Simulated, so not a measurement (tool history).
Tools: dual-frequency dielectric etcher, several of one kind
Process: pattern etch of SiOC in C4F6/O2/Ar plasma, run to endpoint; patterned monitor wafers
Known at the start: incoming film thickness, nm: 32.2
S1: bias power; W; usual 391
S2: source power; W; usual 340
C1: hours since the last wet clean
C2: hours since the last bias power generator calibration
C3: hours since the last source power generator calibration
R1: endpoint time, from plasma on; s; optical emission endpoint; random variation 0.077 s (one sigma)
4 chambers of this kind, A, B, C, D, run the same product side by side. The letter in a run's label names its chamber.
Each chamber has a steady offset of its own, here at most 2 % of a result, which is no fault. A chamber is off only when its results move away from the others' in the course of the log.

run   hour   S1   S2     C1      C2      C3      R1
 1C    6.7  391  340  162.1  1603.2  1444.3  12.728
 2B   16.2  391  340  391.1    1279  1454.1   12.54
 3D   23.3  391  340   72.1   887.3  3474.7  12.624
 4A     31  391  340   57.5  2952.1  3757.4  12.685
 5C   37.2  391  340  192.6  1633.7  1474.8  12.737
 6D   44.1  391  340   92.9   908.1  3495.5  12.589
 7A   51.3  391  410   77.8  2972.4  3777.7  11.704
 8B     56  391  410  430.9  1318.8  1493.9  11.726
 9B   63.1  391  410    438  1325.9    1501  11.604
10D   69.8  391  410  118.6   933.8  3521.2   11.79
11C   79.5  391  340  234.9    1676  1517.1   12.75
12A   83.8  391  340  110.3  3004.9  3810.2  12.665
13A   93.4  391  340  119.9  3014.5  3819.8  12.384
14C  103.4  391  340  258.8  1699.9    1541  12.747
15B  109.7  391  340  484.6  1372.5  1547.6  12.514
16D  117.9  391  340  166.7   981.9  3569.3  12.562
17A  126.5  391  340    153  3047.6  3852.9  12.558
18C  131.8  391  340  287.2  1728.3  1569.4  12.744
19B  137.4  391  340  512.3  1400.2  1575.3  12.601
20D  147.2  391  340    196  1011.2  3598.6  12.556
21A  156.9  321  410  183.4    3078  3883.3  12.458
22B  162.2  321  410  537.1    1425  1600.1  12.681
23C  166.7  321  410  322.1  1763.2  1604.3  12.788
24D  171.9  321  410  220.7  1035.9  3623.3  12.652
25D  178.3  391  340  227.1  1042.3  3629.7  12.654
26C  186.8  391  340  342.2  1783.3  1624.4   12.95
27A  195.4  391  340  221.9  3116.5  3921.8  12.532
28B  200.1  391  340    575  1462.9    1638  12.586
29A  207.8  391  340  234.3  3128.9  3934.2  12.494
30C  217.1  391  340  372.5  1813.6  1654.7  12.703
31B  225.5  391  340  600.4  1488.3  1663.4  12.511
32D  234.4  391  340  283.2  1098.4  3685.8  12.552

Next, every chamber runs the same settings. What will each give?
33A  241.6  391  340               ?
33B  241.6  391  340               ?
33C  241.6  391  340               ?
33D  241.6  391  340               ?

run      R1
33A   12.41
33B   12.64
33C  12.871
33D  12.512

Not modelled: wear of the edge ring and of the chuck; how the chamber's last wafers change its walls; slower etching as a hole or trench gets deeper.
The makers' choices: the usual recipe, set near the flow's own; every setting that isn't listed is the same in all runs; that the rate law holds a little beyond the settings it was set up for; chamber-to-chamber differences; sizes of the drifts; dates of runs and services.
